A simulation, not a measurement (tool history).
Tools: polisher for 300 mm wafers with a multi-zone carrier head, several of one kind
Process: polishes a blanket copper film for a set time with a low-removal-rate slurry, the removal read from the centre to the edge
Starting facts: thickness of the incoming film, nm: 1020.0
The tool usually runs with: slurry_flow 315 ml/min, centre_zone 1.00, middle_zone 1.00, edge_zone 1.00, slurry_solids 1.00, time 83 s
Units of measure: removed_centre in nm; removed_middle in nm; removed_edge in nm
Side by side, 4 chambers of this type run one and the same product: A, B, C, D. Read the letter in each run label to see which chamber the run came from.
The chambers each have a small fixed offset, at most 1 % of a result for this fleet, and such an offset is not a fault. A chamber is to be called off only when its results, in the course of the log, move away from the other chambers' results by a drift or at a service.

run   hour  slurry_flow  centre_zone  middle_zone  edge_zone  slurry_solids  time  wafers polished on this pad  hours since the slurry nozzle was cleaned  hours since the centre zone pressure was calibrated  hours since the edge zone pressure was calibrated  removed_centre  removed_middle  removed_edge
 1B    6.6          315         1.00         1.00       1.00           1.00    83                          713                                      291.4                                                285.2                                              950.8          205.69          204.70        206.21
 2C   13.1          315         1.00         1.00       1.00           1.00    83                          188                                       48.2                                                226.8                                              235.2          207.98          205.07        208.72
      15.1  -- chamber B: worn pad replaced by a new one
 3D   19.9          315         1.00         1.00       1.00           1.00    83                          548                                      165.0                                                339.6                                              422.2          204.16          202.63        205.50
 4A   26.9          315         1.00         1.00       1.00           1.00    83                          237                                      363.8                                                877.6                                              326.9          199.99          207.47        204.63
 5C   34.6          315         1.00         1.00       1.00           1.00    83                          372                                       69.7                                                248.3                                              256.7          204.47          202.79        204.78
 6B   38.2          315         1.00         1.00       1.00           1.00    83                          197                                      323.0                                                316.8                                              982.4          203.83          200.88        205.26
 7D   41.8          315         1.00         1.00       1.00           1.00    83                          735                                      186.9                                                361.5                                              444.1          203.45          201.39        201.85
      46.0  -- chamber D: edge zone pressure recalibrated
 8A   47.2          315         1.00         1.00       1.00           1.00    83                          410                                      384.1                                                897.9                                              347.2          198.51          205.24        203.77
 9B   53.9          315         1.00         1.00       1.00           1.00    83                          332                                      338.7                                                332.5                                              998.1          201.05          200.26        207.02
10C   59.2          315         1.00         1.00       1.00           1.00    83                          583                                       94.3                                                272.9                                              281.3          207.74          204.35        206.28
      62.1  -- chamber C: worn pad replaced by a new one
11A   67.3          315         1.00         1.00       1.00           1.00    83                          582                                      404.2                                                918.0                                              367.3          201.49          206.15        204.79
12D   74.1          315         1.00         1.00       1.00           1.00    96                         1012                                      219.2                                                393.8                                               28.2          232.70          238.31        233.25
13B   78.3          315         1.00         1.00       1.00           1.00    96                          540                                      363.1                                                356.9                                             1022.5          232.55          235.76        238.38
14A   82.7          315         1.00         1.00       1.00           1.00    96                          714                                      419.6                                                933.4                                              382.7          232.80          235.76        235.74
15C   86.4          315         1.00         1.00       1.00           1.00    96                          208                                      121.5                                                300.1                                              308.5          239.69          239.55        237.84
16D   92.3          315         1.00         1.00       1.00           1.00    83                         1167                                      237.4                                                412.0                                               46.4          202.69          202.52        203.48
17A   95.9          315         1.00         1.00       1.00           1.00    83                          827                                      432.8                                                946.6                                              395.9          206.87          205.19        203.60
18C  101.6          315         1.00         1.00       1.00           1.00    83                          338                                      136.7                                                315.3                                              323.7          203.28          201.81        203.78
19B  106.7          315         1.00         1.00       1.00           1.00    83                          783                                      391.5                                                385.3                                             1050.9          198.55          204.78        207.73
20D  110.4          315         1.00         1.00       1.00           1.00    83                         1322                                      255.5                                                430.1                                               64.5          200.89          198.52        203.75
     110.8  -- chamber B: worn pad replaced by a new one
21D  117.4          315         1.00         1.00       1.00           1.00    83                         1382                                      262.5                                                437.1                                               71.5          198.99          203.14        205.03
22B  124.3          315         1.00         1.00       1.00           1.00    83                          115                                      409.1                                                402.9                                             1068.5          200.78          201.55        205.07
23C  128.0          315         1.00         1.00       1.00           1.00    83                          563                                      163.1                                                341.7                                              350.1          202.96          202.62        203.05
24A  133.7          315         0.91         1.00       1.00           0.75    83                         1150                                      470.6                                                984.4                                              433.7          171.02          191.68        192.46
     138.7  -- chamber C: worn pad replaced by a new one
25B  139.2          315         0.91         1.00       1.00           0.75    83                          243                                      424.0                                                417.8                                             1083.4          164.98          192.41        189.88
26D  142.9          315         0.91         1.00       1.00           0.75    83                         1600                                      288.0                                                462.6                                               97.0          169.01          189.99        189.49
     146.8  -- chamber D: worn pad replaced by a new one
27A  149.3          315         0.91         1.00       1.00           0.75    83                         1283                                      486.2                                               1000.0                                              449.3          172.06          194.78        191.62
     150.5  -- chamber A: worn pad replaced by a new one
28C  154.5          315         1.00         1.00       1.00           1.00    83                          135                                      189.6                                                368.2                                              376.6          204.02          204.50        204.07
29A  160.7          315         1.00         1.00       1.00           1.00    83                           88                                      497.6                                               1011.4                                              460.7          199.52          205.51        206.02
30B  164.5          315         1.00         1.00       1.00           1.00    83                          459                                      449.3                                                443.1                                             1108.7          189.95          202.69        204.51
31C  169.1          315         1.00         1.00       1.00           1.00    83                          260                                      204.2                                                382.8                                              391.2          203.67          203.11        207.88
32D  175.4          315         1.00         0.96       0.96           1.00    83                          244                                      320.5                                                495.1                                              129.5          201.63          197.83        203.47
33D  181.9          315         1.00         0.96       0.96           1.00    83                          300                                      327.0                                                501.6                                              136.0          203.27          198.51        202.32
34C  187.1          315         1.00         0.96       0.96           1.00    83                          414                                      222.2                                                400.8                                              409.2          208.04          193.01        202.33
35B  192.1          315         1.00         0.96       0.96           1.00    83                          695                                      476.9                                                470.7                                             1136.3          186.91          196.69        198.73
36A  197.7          315         1.00         1.00       1.00           1.00    83                          404                                      534.6                                               1048.4                                              497.7          204.50          202.05        205.81
37A  203.5          315         1.00         1.00       1.00           1.00    83                          454                                      540.4                                               1054.2                                              503.5          204.97          203.89        201.07
38B  207.1          315         1.00         1.00       1.00           1.00    83                          823                                      491.9                                                485.7                                             1151.3          182.60          203.28        206.83
39C  213.2          315         1.00         1.00       1.00           1.00    83                          637                                      248.3                                                426.9                                              435.3          206.60          204.80        203.01
     217.2  -- chamber C: worn pad replaced by a new one
40D  219.9          315         1.00         1.00       1.00           1.00    83                          625                                      365.0                                                539.6                                              174.0          205.17          202.85        204.34
41A  224.8          315         1.00         1.00       1.00           1.00    83                          636                                      561.7                                               1075.5                                              524.8          200.15          206.13        202.14
42D  229.6          315         1.00         1.00       1.00           1.00    83                          708                                      374.7                                                549.3                                              183.7          206.37          206.00        204.10
43C  234.2          315         1.00         1.00       1.00           1.00    83                          146                                      269.3                                                447.9                                              456.3          207.61          205.47        203.75

Is one chamber out of step, is the gauge drifting, or do the chambers differ by no more than their own small offsets? For an off chamber, give its letter and the likeliest cause.

One chamber, B, drifts off from the rest bit by bit.
What lies behind it: centre zone's pressure below its setpoint, % = 12.5.

Chamber B could run next with any of the 4 candidate recipes listed below; each alters the usual settings, and their results appear as question marks. Which one brings its results back in line with what the other chambers deliver on the usual settings?
In-line tolerance around the mean of the other chambers on the usual settings: removed_centre 7.60 nm; removed_middle 8.00 nm; removed_edge 5.40 nm
44B-1  240.0          320         1.04         0.99       0.98           1.00    83                                                                                                                                                                                               ?               ?             ?
44B-2  240.0          325         1.12         0.98       0.96           1.00    84                                                                                                                                                                                               ?               ?             ?
44B-3  240.0          305         0.88         1.02       1.04           1.00    82                                                                                                                                                                                               ?               ?             ?
44B-4  240.0          310         0.96         1.01       1.02           1.00    83                                                                                                                                                                                               ?               ?             ?

Mean of the other chambers on the usual settings: removed_centre 204.14 nm; removed_middle 203.83 nm; removed_edge 204.26 nm
  run  removed_centre  removed_middle  removed_edge
44B-1          184.04          200.80        203.31
44B-2          202.52          201.54        203.87
44B-3          149.94          203.15        206.31
44B-4          167.74          204.00        207.00
44B-2 is the one that brings the chamber's results back in line with the other chambers.

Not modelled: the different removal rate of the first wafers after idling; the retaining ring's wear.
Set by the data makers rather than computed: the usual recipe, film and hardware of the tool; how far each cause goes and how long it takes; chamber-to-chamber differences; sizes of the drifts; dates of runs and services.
